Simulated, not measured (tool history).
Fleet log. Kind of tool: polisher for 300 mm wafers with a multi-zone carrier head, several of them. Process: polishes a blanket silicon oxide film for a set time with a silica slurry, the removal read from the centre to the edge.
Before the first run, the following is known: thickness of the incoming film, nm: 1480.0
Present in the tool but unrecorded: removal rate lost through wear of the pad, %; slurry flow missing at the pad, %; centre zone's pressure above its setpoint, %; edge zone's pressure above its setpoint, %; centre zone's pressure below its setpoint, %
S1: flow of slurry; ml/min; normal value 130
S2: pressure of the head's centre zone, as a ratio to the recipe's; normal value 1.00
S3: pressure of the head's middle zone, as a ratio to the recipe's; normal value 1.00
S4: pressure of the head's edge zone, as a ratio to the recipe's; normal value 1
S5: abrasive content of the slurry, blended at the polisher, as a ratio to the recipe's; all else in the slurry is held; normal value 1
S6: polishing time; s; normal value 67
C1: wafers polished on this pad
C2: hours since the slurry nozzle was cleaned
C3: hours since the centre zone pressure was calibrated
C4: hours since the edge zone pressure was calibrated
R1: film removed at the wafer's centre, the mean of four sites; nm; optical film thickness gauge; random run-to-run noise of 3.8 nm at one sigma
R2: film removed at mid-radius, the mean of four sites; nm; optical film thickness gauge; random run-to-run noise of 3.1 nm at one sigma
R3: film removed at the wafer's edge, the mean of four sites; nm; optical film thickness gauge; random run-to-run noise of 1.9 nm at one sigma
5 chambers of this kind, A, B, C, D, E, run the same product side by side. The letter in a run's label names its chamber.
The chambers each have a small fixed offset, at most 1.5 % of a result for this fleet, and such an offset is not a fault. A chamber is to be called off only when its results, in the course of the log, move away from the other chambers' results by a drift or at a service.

run   hour   S1    S2    S3  S4  S5  S6    C1     C2     C3      C4      R1      R2      R3
 1C    5.4  130  1.00  1.00   1   1  67   597   84.5  625.3  1208.6  280.62  292.48  285.39
       6.2  -- chamber B: edge zone pressure recalibrated
 2A    8.6  130  1.00  1.00   1   1  67   527  459.7  338.6   183.5  287.97  283.51  282.25
      11.6  -- chamber C: edge zone pressure recalibrated
 3D   14.2  130  1.00  1.00   1   1  67   750  149.6  334.5   301.3  282.37  290.12  288.05
 4B   19.6  130  1.00  1.00   1   1  67   293  167.6  869.4    13.5  282.26  277.39  287.64
 5E   24.2  130  1.00  1.00   1   1  67   679  410.9  344.6   510.1  286.03  284.41  282.58
 6C   27.5  130  1.00  1.00   1   1  67   745  106.6  647.4    15.9  283.84  293.35  285.47
      31.1  -- chamber C: centre zone pressure recalibrated
 7B   33.6  130  1.00  1.00   1   1  67   388  181.6  883.4    27.5  284.35  276.95  286.76
 8D   38.7  130  1.00  1.00   1   1  88   915  174.1  359.0   325.8  378.58  371.80  372.45
 9E   45.3  130  1.00  1.00   1   1  88   821  432.0  365.7   531.2  374.86  375.66  373.38
10A   49.6  130  1.00  1.00   1   1  88   803  500.7  379.6   224.5  375.59  376.21  376.65
      50.4  -- chamber A: centre zone pressure recalibrated
      56.4  -- chamber A: worn pad replaced by a new one
11E   56.7  130  1.00  1.00   1   1  88   897  443.4  377.1   542.6  382.45  375.66  371.56
12A   62.8  130  1.00  1.00   1   1  88    43  513.9   12.4   237.7  380.77  373.48  373.50
13D   69.9  130  1.00  1.00   1   1  76  1125  205.3  390.2   357.0  319.56  315.78  320.26
14C   75.7  130  1.00  1.00   1   1  76  1070  154.8   44.7    64.1  327.84  324.90  322.63
15B   79.6  130  1.00  1.00   1   1  76   697  227.6  929.4    73.5  323.33  314.93  326.79
16E   85.3  130  1.00  1.00   1   1  76  1090  472.0  405.7   571.2  326.73  323.68  326.93
      87.1  -- chamber D: worn pad replaced by a new one
17D   90.3  130  1.00  1.00   1   1  76    21  225.7  410.6   377.4  319.15  330.92  324.71
      93.6  -- chamber E: worn pad replaced by a new one
      93.9  -- chamber C: worn pad replaced by a new one
      97.0  -- chamber B: worn pad replaced by a new one
18C   97.1  130  1.00  1.00   1   1  67    21  176.2   66.1    85.5  293.67  292.55  287.66
19A  100.9  130  1.00  1.00   1   1  67   300  552.0   50.5   275.8  282.33  285.17  288.60
     103.2  -- chamber E: edge zone pressure recalibrated
20B  104.6  110  1.00  1.07   1   1  67    51  252.6  954.4    98.5  274.76  292.29  281.30
21E  109.7  110  1.00  1.07   1   1  67   108  496.4  430.1     6.5  276.32  296.44  279.12
22D  113.3  110  1.00  1.07   1   1  67   176  248.7  433.6   400.4  274.15  296.65  277.01
23A  119.0  110  1.00  1.07   1   1  67   421  570.1   68.6   293.9  277.30  294.48  276.84
     122.9  -- chamber E: slurry nozzle cleaned
24C  124.7  110  1.00  1.07   1   1  67   207  203.8   93.7   113.1  277.26  293.37  281.86
25B  130.9  130  1.00  1.00   1   1  67   228  278.9  980.7   124.8  278.96  281.12  285.92
26D  138.0  130  1.00  1.00   1   1  67   342  273.4  458.3   425.1  289.62  285.51  288.46
27B  141.2  130  1.00  1.00   1   1  67   297  289.2  991.0   135.1  291.48  277.79  288.14
28C  147.8  130  1.00  1.00   1   1  67   363  226.9  116.8   136.2  292.68  292.04  290.47
29A  152.0  130  1.00  1.00   1   1  67   643  603.1  101.6   326.9  287.37  287.22  285.92
30E  157.5  130  1.04  1.00   1   1  67   430   34.6  477.9    54.3  305.53  282.62  288.57
31E  162.0  130  1.04  1.00   1   1  67   460   39.1  482.4    58.8  299.48  284.10  285.43

Next, every chamber runs the same settings. What will each give?
32A  167.2  130  1.00  1.00   1   1  67                   ?   ?   ?
32B  167.2  130  1.00  1.00   1   1  67                   ?   ?   ?
32C  167.2  130  1.00  1.00   1   1  67                   ?   ?   ?
32D  167.2  130  1.00  1.00   1   1  67                   ?   ?   ?
32E  167.2  130  1.00  1.00   1   1  67                   ?   ?   ?

run      R1      R2      R3
32A  285.65  286.33  285.26
32B  286.26  283.73  288.42
32C  280.21  281.26  288.11
32D  278.46  286.75  282.68
32E  284.56  286.78  286.84

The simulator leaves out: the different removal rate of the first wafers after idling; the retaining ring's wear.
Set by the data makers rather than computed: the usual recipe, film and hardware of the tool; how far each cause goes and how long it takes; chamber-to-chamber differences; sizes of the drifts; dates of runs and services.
